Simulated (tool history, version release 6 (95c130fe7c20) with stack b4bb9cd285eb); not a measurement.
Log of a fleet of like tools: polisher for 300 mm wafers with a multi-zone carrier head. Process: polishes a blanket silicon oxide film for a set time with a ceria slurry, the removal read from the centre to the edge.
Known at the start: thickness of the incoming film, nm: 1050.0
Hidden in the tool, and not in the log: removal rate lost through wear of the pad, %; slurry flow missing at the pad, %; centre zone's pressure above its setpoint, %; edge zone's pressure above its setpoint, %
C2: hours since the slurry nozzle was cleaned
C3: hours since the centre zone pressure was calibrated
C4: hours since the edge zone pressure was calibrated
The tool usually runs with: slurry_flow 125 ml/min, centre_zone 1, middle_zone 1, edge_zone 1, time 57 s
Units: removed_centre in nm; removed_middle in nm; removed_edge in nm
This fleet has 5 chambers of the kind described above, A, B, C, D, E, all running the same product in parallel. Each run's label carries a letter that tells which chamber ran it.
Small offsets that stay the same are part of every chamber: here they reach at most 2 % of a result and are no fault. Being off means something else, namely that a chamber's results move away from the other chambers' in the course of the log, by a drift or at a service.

{"hour": 3.8, "done": "chamber D: worn pad replaced by a new one"}
{"run": "1A", "hour": 5.8, "slurry_flow": 125, "centre_zone": 1, "middle_zone": 1, "edge_zone": 1, "time": 57, "wafers polished on this pad": 444, "C2": 96.9, "C3": 660.2, "C4": 816.6, "removed_centre": 131.89, "removed_middle": 131.42, "removed_edge": 128.39}
{"run": "2B", "hour": 14.7, "slurry_flow": 125, "centre_zone": 1, "middle_zone": 1, "edge_zone": 1, "time": 57, "wafers polished on this pad": 280, "C2": 63.7, "C3": 528.9, "C4": 316.5, "removed_centre": 131.5, "removed_middle": 131.58, "removed_edge": 129.86}
{"hour": 16.4, "done": "chamber A: centre zone pressure recalibrated"}
{"run": "3C", "hour": 23.4, "slurry_flow": 125, "centre_zone": 1, "middle_zone": 1, "edge_zone": 1, "time": 57, "wafers polished on this pad": 636, "C2": 183.3, "C3": 512.2, "C4": 328.6, "removed_centre": 131.49, "removed_middle": 131.9, "removed_edge": 128.2}
{"hour": 27.4, "done": "chamber E: worn pad replaced by a new one"}
{"run": "4E", "hour": 28.8, "slurry_flow": 125, "centre_zone": 1, "middle_zone": 1, "edge_zone": 1, "time": 57, "wafers polished on this pad": 18, "C2": 436.6, "C3": 428.2, "C4": 400.8, "removed_centre": 130.92, "removed_middle": 134.52, "removed_edge": 133.48}
{"run": "5D", "hour": 36.9, "slurry_flow": 125, "centre_zone": 1, "middle_zone": 1, "edge_zone": 1, "time": 57, "wafers polished on this pad": 430, "C2": 224.5, "C3": 621.5, "C4": 389.5, "removed_centre": 132.46, "removed_middle": 132.7, "removed_edge": 130.72}
{"hour": 43.4, "done": "chamber C: edge zone pressure recalibrated"}
{"run": "6D", "hour": 43.6, "slurry_flow": 125, "centre_zone": 1, "middle_zone": 1, "edge_zone": 1, "time": 57, "wafers polished on this pad": 516, "C2": 231.2, "C3": 628.2, "C4": 396.2, "removed_centre": 132.42, "removed_middle": 131.96, "removed_edge": 134.37}
{"run": "7E", "hour": 53.9, "slurry_flow": 125, "centre_zone": 1, "middle_zone": 1, "edge_zone": 1, "time": 57, "wafers polished on this pad": 344, "C2": 461.7, "C3": 453.3, "C4": 425.9, "removed_centre": 130.7, "removed_middle": 136.54, "removed_edge": 133}
{"hour": 55.3, "done": "chamber C: worn pad replaced by a new one"}
{"hour": 58.4, "done": "chamber A: worn pad replaced by a new one"}
{"run": "8C", "hour": 59.7, "slurry_flow": 125, "centre_zone": 1, "middle_zone": 1, "edge_zone": 1, "time": 57, "wafers polished on this pad": 57, "C2": 219.6, "C3": 548.5, "C4": 16.3, "removed_centre": 130.07, "removed_middle": 131.77, "removed_edge": 130.72}
{"hour": 62.9, "done": "chamber B: worn pad replaced by a new one"}
{"run": "9A", "hour": 71.3, "slurry_flow": 125, "centre_zone": 1, "middle_zone": 1, "edge_zone": 1, "time": 57, "wafers polished on this pad": 167, "C2": 162.4, "C3": 55, "C4": 882.1, "removed_centre": 132.9, "removed_middle": 128.49, "removed_edge": 131.55}
{"run": "10B", "hour": 77.9, "slurry_flow": 125, "centre_zone": 1, "middle_zone": 1, "edge_zone": 1, "time": 57, "wafers polished on this pad": 195, "C2": 126.9, "C3": 592.1, "C4": 379.7, "removed_centre": 132.18, "removed_middle": 133.11, "removed_edge": 129.49}
{"run": "11B", "hour": 83.3, "slurry_flow": 160, "centre_zone": 1, "middle_zone": 1, "edge_zone": 1, "time": 57, "wafers polished on this pad": 265, "C2": 132.3, "C3": 597.5, "C4": 385.1, "removed_centre": 139.92, "removed_middle": 135.88, "removed_edge": 136.55}
{"hour": 87.0, "done": "chamber D: worn pad replaced by a new one"}
{"hour": 88.2, "done": "chamber E: worn pad replaced by a new one"}
{"run": "12C", "hour": 93.1, "slurry_flow": 160, "centre_zone": 1, "middle_zone": 1, "edge_zone": 1, "time": 57, "wafers polished on this pad": 490, "C2": 253, "C3": 581.9, "C4": 49.7, "removed_centre": 139.91, "removed_middle": 134.72, "removed_edge": 133.2}
{"hour": 102.1, "done": "chamber E: centre zone pressure recalibrated"}
{"run": "13E", "hour": 103.4, "slurry_flow": 160, "centre_zone": 1, "middle_zone": 1, "edge_zone": 1, "time": 57, "wafers polished on this pad": 198, "C2": 511.2, "C3": 1.4, "C4": 475.4, "removed_centre": 149.38, "removed_middle": 138.46, "removed_edge": 137.48}
{"run": "14D", "hour": 108.4, "slurry_flow": 160, "centre_zone": 1, "middle_zone": 1, "edge_zone": 1, "time": 57, "wafers polished on this pad": 278, "C2": 296, "C3": 693, "C4": 461, "removed_centre": 140.17, "removed_middle": 140.59, "removed_edge": 136.74}
{"run": "15A", "hour": 119.5, "slurry_flow": 160, "centre_zone": 1, "middle_zone": 1, "edge_zone": 1, "time": 57, "wafers polished on this pad": 792, "C2": 210.6, "C3": 103.2, "C4": 930.3, "removed_centre": 139.13, "removed_middle": 137.08, "removed_edge": 134.47}
{"run": "16C", "hour": 127.4, "slurry_flow": 125, "centre_zone": 1, "middle_zone": 1, "edge_zone": 1, "time": 57, "wafers polished on this pad": 935, "C2": 287.3, "C3": 616.2, "C4": 84, "removed_centre": 131.5, "removed_middle": 128.75, "removed_edge": 130.25}
{"hour": 127.6, "done": "chamber C: worn pad replaced by a new one"}
{"hour": 133.5, "done": "chamber B: worn pad replaced by a new one"}
{"hour": 134.9, "done": "chamber A: worn pad replaced by a new one"}
{"hour": 137.6, "done": "chamber B: centre zone pressure recalibrated"}
{"run": "17A", "hour": 138.1, "slurry_flow": 125, "centre_zone": 1, "middle_zone": 1, "edge_zone": 1, "time": 57, "wafers polished on this pad": 41, "C2": 229.2, "C3": 121.8, "C4": 948.9, "removed_centre": 131.9, "removed_middle": 129.29, "removed_edge": 130.69}
{"run": "18B", "hour": 144.5, "slurry_flow": 125, "centre_zone": 1, "middle_zone": 1, "edge_zone": 1, "time": 57, "wafers polished on this pad": 142, "C2": 193.5, "C3": 7, "C4": 446.3, "removed_centre": 129.88, "removed_middle": 130.27, "removed_edge": 131.59}
{"hour": 151.8, "done": "chamber E: worn pad replaced by a new one"}
{"run": "19D", "hour": 152.3, "slurry_flow": 125, "centre_zone": 1, "middle_zone": 1, "edge_zone": 1, "time": 57, "wafers polished on this pad": 847, "C2": 339.9, "C3": 736.9, "C4": 504.9, "removed_centre": 131.86, "removed_middle": 131.23, "removed_edge": 132.32}
{"hour": 155.6, "done": "chamber B: slurry nozzle cleaned"}
{"run": "20E", "hour": 161.4, "slurry_flow": 125, "centre_zone": 1, "middle_zone": 1, "edge_zone": 1, "time": 57, "wafers polished on this pad": 125, "C2": 569.2, "C3": 59.4, "C4": 533.4, "removed_centre": 141.79, "removed_middle": 132.97, "removed_edge": 130.03}
{"hour": 162.6, "done": "chamber D: worn pad replaced by a new one"}
{"hour": 166.4, "done": "chamber D: slurry nozzle cleaned"}
{"run": "21C", "hour": 171.2, "slurry_flow": 125, "centre_zone": 1, "middle_zone": 1, "edge_zone": 1, "time": 57, "wafers polished on this pad": 566, "C2": 331.1, "C3": 660, "C4": 127.8, "removed_centre": 130.48, "removed_middle": 131.66, "removed_edge": 127.3}
{"hour": 175.7, "done": "chamber D: edge zone pressure recalibrated"}
{"run": "22D", "hour": 179.7, "slurry_flow": 125, "centre_zone": 1, "middle_zone": 1, "edge_zone": 1, "time": 57, "wafers polished on this pad": 222, "C2": 13.3, "C3": 764.3, "C4": 4, "removed_centre": 131.12, "removed_middle": 133.15, "removed_edge": 133.11}
{"run": "23B", "hour": 188.6, "slurry_flow": 125, "centre_zone": 1, "middle_zone": 1, "edge_zone": 1, "time": 57, "wafers polished on this pad": 714, "C2": 33, "C3": 51.1, "C4": 490.4, "removed_centre": 130.89, "removed_middle": 128.87, "removed_edge": 131.34}
{"run": "24A", "hour": 195.2, "slurry_flow": 125, "centre_zone": 1, "middle_zone": 1, "edge_zone": 1, "time": 57, "wafers polished on this pad": 782, "C2": 286.3, "C3": 178.9, "C4": 1006, "removed_centre": 131.52, "removed_middle": 131.2, "removed_edge": 132.6}
{"run": "25E", "hour": 201.2, "slurry_flow": 85, "centre_zone": 1, "middle_zone": 1, "edge_zone": 1, "time": 57, "wafers polished on this pad": 641, "C2": 609, "C3": 99.2, "C4": 573.2, "removed_centre": 125.77, "removed_middle": 118.75, "removed_edge": 125.05}
{"hour": 201.9, "done": "chamber C: worn pad replaced by a new one"}
{"hour": 202.9, "done": "chamber B: worn pad replaced by a new one"}
{"hour": 206.8, "done": "chamber A: worn pad replaced by a new one"}
{"run": "26E", "hour": 210.4, "slurry_flow": 85, "centre_zone": 1, "middle_zone": 1, "edge_zone": 1, "time": 57, "wafers polished on this pad": 761, "C2": 618.2, "C3": 108.4, "C4": 582.4, "removed_centre": 127.94, "removed_middle": 121.34, "removed_edge": 123.72}
{"hour": 214.7, "done": "chamber E: worn pad replaced by a new one"}
{"run": "27A", "hour": 215.5, "slurry_flow": 85, "centre_zone": 1, "middle_zone": 1, "edge_zone": 1, "time": 57, "wafers polished on this pad": 113, "C2": 306.6, "C3": 199.2, "C4": 1026.3, "removed_centre": 117.81, "removed_middle": 117.72, "removed_edge": 124.49}
{"run": "28D", "hour": 222.0, "slurry_flow": 85, "centre_zone": 1, "middle_zone": 1, "edge_zone": 1, "time": 57, "wafers polished on this pad": 771, "C2": 55.6, "C3": 806.6, "C4": 46.3, "removed_centre": 116.43, "removed_middle": 118.49, "removed_edge": 120.5}
{"run": "29B", "hour": 228.5, "slurry_flow": 85, "centre_zone": 1, "middle_zone": 1, "edge_zone": 1, "time": 57, "wafers polished on this pad": 332, "C2": 72.9, "C3": 91, "C4": 530.3, "removed_centre": 116.78, "removed_middle": 116.03, "removed_edge": 120.54}
{"run": "30C", "hour": 240.0, "slurry_flow": 125, "centre_zone": 1, "middle_zone": 1, "edge_zone": 1, "time": 57, "wafers polished on this pad": 494, "C2": 399.9, "C3": 728.8, "C4": 196.6, "removed_centre": 129.92, "removed_middle": 129.37, "removed_edge": 127.65}
{"hour": 240.9, "done": "chamber D: worn pad replaced by a new one"}
{"run": "31D", "hour": 250.5, "slurry_flow": 125, "centre_zone": 1, "middle_zone": 1, "edge_zone": 1, "time": 57, "wafers polished on this pad": 124, "C2": 84.1, "C3": 835.1, "C4": 74.8, "removed_centre": 131.87, "removed_middle": 131.32, "removed_edge": 133.98}
{"run": "32E", "hour": 259.7, "slurry_flow": 125, "centre_zone": 0.9, "middle_zone": 1, "edge_zone": 1.06, "time": 57, "wafers polished on this pad": 584, "C2": 667.5, "C3": 157.7, "C4": 631.7, "removed_centre": 125.16, "removed_middle": 132.95, "removed_edge": 137.47}
{"hour": 263.6, "done": "chamber A: edge zone pressure recalibrated"}
{"run": "33C", "hour": 265.8, "slurry_flow": 125, "centre_zone": 0.9, "middle_zone": 1, "edge_zone": 1.06, "time": 57, "wafers polished on this pad": 829, "C2": 425.7, "C3": 754.6, "C4": 222.4, "removed_centre": 116.49, "removed_middle": 129.66, "removed_edge": 132.79}
{"hour": 275.9, "done": "chamber B: worn pad replaced by a new one"}
{"run": "34B", "hour": 276.4, "slurry_flow": 125, "centre_zone": 0.9, "middle_zone": 1, "edge_zone": 1.06, "time": 57, "wafers polished on this pad": 7, "C2": 120.8, "C3": 138.9, "C4": 578.2, "removed_centre": 115.42, "removed_middle": 129.34, "removed_edge": 134.3}
{"hour": 280.7, "done": "chamber E: worn pad replaced by a new one"}
{"hour": 282.1, "done": "chamber A: worn pad replaced by a new one"}
{"run": "35A", "hour": 284.6, "slurry_flow": 125, "centre_zone": 0.9, "middle_zone": 1, "edge_zone": 1.06, "time": 57, "wafers polished on this pad": 33, "C2": 375.7, "C3": 268.3, "C4": 21, "removed_centre": 116.04, "removed_middle": 132.89, "removed_edge": 134.55}
{"run": "36E", "hour": 291.3, "slurry_flow": 125, "centre_zone": 0.9, "middle_zone": 1, "edge_zone": 1.06, "time": 57, "wafers polished on this pad": 138, "C2": 699.1, "C3": 189.3, "C4": 663.3, "removed_centre": 124.65, "removed_middle": 135.62, "removed_edge": 135.41}
{"run": "37A", "hour": 302.7, "slurry_flow": 125, "centre_zone": 1, "middle_zone": 1, "edge_zone": 1, "time": 57, "wafers polished on this pad": 267, "C2": 393.8, "C3": 286.4, "C4": 39.1, "removed_centre": 132.45, "removed_middle": 131.07, "removed_edge": 130.65}

Which is it: a chamber that has drifted or been left off by a service, a gauge drift common to all chambers, or only each chamber's usual small offset? If a chamber is off, name it and its likeliest cause.

Chamber E came out of a service off from its peers and stayed that way.
Cause: centre zone's pressure above its setpoint, % = 8.25.

Chamber E could run next with any of the 4 candidate recipes listed below; each alters the usual settings, and their results appear as question marks. Which one brings its results back in line with what the other chambers deliver on the usual settings?
In line means no further than this from the other chambers' mean on the usual settings: removed_centre 3.5 nm; removed_middle 4.6 nm; removed_edge 5.4 nm
{"run": "38E-1", "hour": 310.9, "slurry_flow": 120, "centre_zone": 0.95, "middle_zone": 1.01, "edge_zone": 1.02, "time": 56, "removed_centre": "?", "removed_middle": "?", "removed_edge": "?"}
{"run": "38E-2", "hour": 310.9, "slurry_flow": 130, "centre_zone": 1.05, "middle_zone": 0.99, "edge_zone": 0.98, "time": 58, "removed_centre": "?", "removed_middle": "?", "removed_edge": "?"}
{"run": "38E-3", "hour": 310.9, "slurry_flow": 125, "centre_zone": 1.02, "middle_zone": 0.99, "edge_zone": 0.99, "time": 58, "removed_centre": "?", "removed_middle": "?", "removed_edge": "?"}
{"run": "38E-4", "hour": 310.9, "slurry_flow": 125, "centre_zone": 0.98, "middle_zone": 1, "edge_zone": 1.01, "time": 57, "removed_centre": "?", "removed_middle": "?", "removed_edge": "?"}

Other chambers, usual settings, mean: removed_centre 131.01 nm; removed_middle 131 nm; removed_edge 130.13 nm
run=38E-1 removed_centre=130.77 removed_middle=130.74 removed_edge=129.61
run=38E-2 removed_centre=154.13 removed_middle=135.34 removed_edge=133.23
run=38E-3 removed_centre=147.89 removed_middle=134.17 removed_edge=133.09
run=38E-4 removed_centre=139.18 removed_middle=133.11 removed_edge=132.15
38E-1 puts the chamber back in line with the other chambers.
